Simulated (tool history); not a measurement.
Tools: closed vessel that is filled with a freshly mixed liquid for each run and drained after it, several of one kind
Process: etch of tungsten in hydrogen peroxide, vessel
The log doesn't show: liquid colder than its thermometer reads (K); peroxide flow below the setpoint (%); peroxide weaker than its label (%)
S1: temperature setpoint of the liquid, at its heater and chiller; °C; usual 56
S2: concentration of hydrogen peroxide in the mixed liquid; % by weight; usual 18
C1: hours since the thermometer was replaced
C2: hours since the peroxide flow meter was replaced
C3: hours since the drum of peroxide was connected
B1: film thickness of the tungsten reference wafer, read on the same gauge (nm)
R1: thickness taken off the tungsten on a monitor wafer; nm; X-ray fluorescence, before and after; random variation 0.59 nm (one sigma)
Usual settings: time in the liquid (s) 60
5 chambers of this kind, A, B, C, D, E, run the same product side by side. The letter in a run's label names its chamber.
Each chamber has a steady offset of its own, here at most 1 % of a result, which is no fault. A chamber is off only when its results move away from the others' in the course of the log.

{"run": "1B", "hour": 4.5, "S1": 56, "S2": 18, "time in the liquid (s)": 60, "C1": 1336.1, "C2": 453.5, "C3": 405.8, "B1": 59.995, "R1": 86.322}
{"run": "2D", "hour": 10.1, "S1": 56, "S2": 18, "time in the liquid (s)": 60, "C1": 388.5, "C2": 909.4, "C3": 683.4, "B1": 60.007, "R1": 87.722}
{"run": "3A", "hour": 14.2, "S1": 56, "S2": 18, "time in the liquid (s)": 60, "C1": 2675.9, "C2": 1027.4, "C3": 446.4, "B1": 60.038, "R1": 86.655}
{"run": "4C", "hour": 20.1, "S1": 56, "S2": 18, "time in the liquid (s)": 60, "C1": 2068, "C2": 258.6, "C3": 1440.5, "B1": 60.04, "R1": 84.943}
{"run": "5E", "hour": 24.4, "S1": 56, "S2": 18, "time in the liquid (s)": 60, "C1": 1032.3, "C2": 1056.2, "C3": 538.9, "B1": 59.982, "R1": 86.946}
{"run": "6E", "hour": 31.9, "S1": 56, "S2": 18, "time in the liquid (s)": 60, "C1": 1039.8, "C2": 1063.7, "C3": 546.4, "B1": 60.013, "R1": 88.49}
{"run": "7A", "hour": 39.2, "S1": 56, "S2": 18, "time in the liquid (s)": 60, "C1": 2700.9, "C2": 1052.4, "C3": 471.4, "B1": 59.99, "R1": 86.408}
{"run": "8C", "hour": 46.3, "S1": 56, "S2": 18, "time in the liquid (s)": 60, "C1": 2094.2, "C2": 284.8, "C3": 1466.7, "B1": 59.982, "R1": 86.163}
{"run": "9B", "hour": 53.5, "S1": 52.5, "S2": 18, "time in the liquid (s)": 75, "C1": 1385.1, "C2": 502.5, "C3": 454.8, "B1": 60.021, "R1": 86.615}
{"run": "10D", "hour": 57.5, "S1": 52.5, "S2": 18, "time in the liquid (s)": 75, "C1": 435.9, "C2": 956.8, "C3": 730.8, "B1": 60.014, "R1": 88.902}
{"run": "11B", "hour": 64.2, "S1": 52.5, "S2": 18, "time in the liquid (s)": 75, "C1": 1395.8, "C2": 513.2, "C3": 465.5, "B1": 59.951, "R1": 85.743}
{"run": "12C", "hour": 69.6, "S1": 52.5, "S2": 18, "time in the liquid (s)": 75, "C1": 2117.5, "C2": 308.1, "C3": 1490, "B1": 59.969, "R1": 87.256}
{"run": "13E", "hour": 76.9, "S1": 52.5, "S2": 18, "time in the liquid (s)": 75, "C1": 1084.8, "C2": 1108.7, "C3": 591.4, "B1": 60.004, "R1": 87.669}
{"run": "14A", "hour": 80.8, "S1": 63.5, "S2": 18, "time in the liquid (s)": 60, "C1": 2742.5, "C2": 1094, "C3": 513, "B1": 60.019, "R1": 133.66}
{"run": "15D", "hour": 85.2, "S1": 63.5, "S2": 18, "time in the liquid (s)": 60, "C1": 463.6, "C2": 984.5, "C3": 758.5, "B1": 59.975, "R1": 136.08}
{"run": "16E", "hour": 91.9, "S1": 63.5, "S2": 18, "time in the liquid (s)": 60, "C1": 1099.8, "C2": 1123.7, "C3": 606.4, "B1": 60.04, "R1": 136.63}
{"run": "17A", "hour": 100.0, "S1": 63.5, "S2": 18, "time in the liquid (s)": 60, "C1": 2761.7, "C2": 1113.2, "C3": 532.2, "B1": 59.989, "R1": 133.25}
{"run": "18B", "hour": 105.0, "S1": 63.5, "S2": 18, "time in the liquid (s)": 60, "C1": 1436.6, "C2": 554, "C3": 506.3, "B1": 60.022, "R1": 129.15}
{"run": "19C", "hour": 110.6, "S1": 56, "S2": 18, "time in the liquid (s)": 60, "C1": 2158.5, "C2": 349.1, "C3": 1531, "B1": 59.968, "R1": 84.797}
{"run": "20D", "hour": 116.5, "S1": 56, "S2": 18, "time in the liquid (s)": 60, "C1": 494.9, "C2": 1015.8, "C3": 789.8, "B1": 60.001, "R1": 88.197}
{"run": "21A", "hour": 125.0, "S1": 56, "S2": 21.5, "time in the liquid (s)": 60, "C1": 2786.7, "C2": 1138.2, "C3": 557.2, "B1": 59.983, "R1": 94.545}
{"run": "22E", "hour": 130.2, "S1": 56, "S2": 21.5, "time in the liquid (s)": 60, "C1": 1138.1, "C2": 1162, "C3": 644.7, "B1": 59.988, "R1": 95.721}
{"run": "23B", "hour": 136.6, "S1": 56, "S2": 21.5, "time in the liquid (s)": 60, "C1": 1468.2, "C2": 585.6, "C3": 537.9, "B1": 59.989, "R1": 91.148}
{"hour": 137.1, "done": "chamber C: new drum of peroxide connected"}
{"run": "24C", "hour": 143.2, "S1": 56, "S2": 21.5, "time in the liquid (s)": 60, "C1": 2191.1, "C2": 381.7, "C3": 6.1, "B1": 60.011, "R1": 94.506}
{"run": "25D", "hour": 149.2, "S1": 56, "S2": 21.5, "time in the liquid (s)": 60, "C1": 527.6, "C2": 1048.5, "C3": 822.5, "B1": 59.977, "R1": 96.124}
{"run": "26C", "hour": 152.9, "S1": 56, "S2": 18, "time in the liquid (s)": 60, "C1": 2200.8, "C2": 391.4, "C3": 15.8, "B1": 60.031, "R1": 86.551}
{"run": "27A", "hour": 156.9, "S1": 56, "S2": 18, "time in the liquid (s)": 60, "C1": 2818.6, "C2": 1170.1, "C3": 589.1, "B1": 59.983, "R1": 87.231}
{"run": "28D", "hour": 162.5, "S1": 56, "S2": 18, "time in the liquid (s)": 60, "C1": 540.9, "C2": 1061.8, "C3": 835.8, "B1": 59.984, "R1": 88.598}
{"run": "29B", "hour": 169.5, "S1": 62.5, "S2": 18, "time in the liquid (s)": 60, "C1": 1501.1, "C2": 618.5, "C3": 570.8, "B1": 60.009, "R1": 119.33}
{"run": "30E", "hour": 176.5, "S1": 62.5, "S2": 18, "time in the liquid (s)": 60, "C1": 1184.4, "C2": 1208.3, "C3": 691, "B1": 59.994, "R1": 128.93}
{"run": "31E", "hour": 183.7, "S1": 62.5, "S2": 18, "time in the liquid (s)": 60, "C1": 1191.6, "C2": 1215.5, "C3": 698.2, "B1": 59.969, "R1": 127.39}

Is one chamber off against the others, does the gauge drift, or is nothing wrong? If a chamber is off, say which, and what the likeliest cause is.

Chamber B drifts away from the others.
Cause: peroxide flow below the setpoint (%) = 12.2.
The log may not tell that from: liquid colder than its thermometer reads (K).

Here are 4 candidates for chamber B's next run, each the usual settings with a change, their results left as question marks. Which one brings its results back in line with what the others give on the usual settings?
In line means no further than this from the other chambers' mean on the usual settings: R1 2.1 nm
{"run": "32B-1", "hour": 189.8, "S1": 56, "S2": 18, "time in the liquid (s)": 65, "R1": "?"}
{"run": "32B-2", "hour": 189.8, "S1": 56.5, "S2": 18, "time in the liquid (s)": 60, "R1": "?"}
{"run": "32B-3", "hour": 189.8, "S1": 56, "S2": 17, "time in the liquid (s)": 60, "R1": "?"}
{"run": "32B-4", "hour": 189.8, "S1": 56, "S2": 15.5, "time in the liquid (s)": 60, "R1": "?"}

The other chambers' mean on the usual settings: R1 87.064 nm
run=32B-1 R1=87.778
run=32B-2 R1=83.494
run=32B-3 R1=78.708
run=32B-4 R1=75.099
32B-1 brings the chamber back in line.
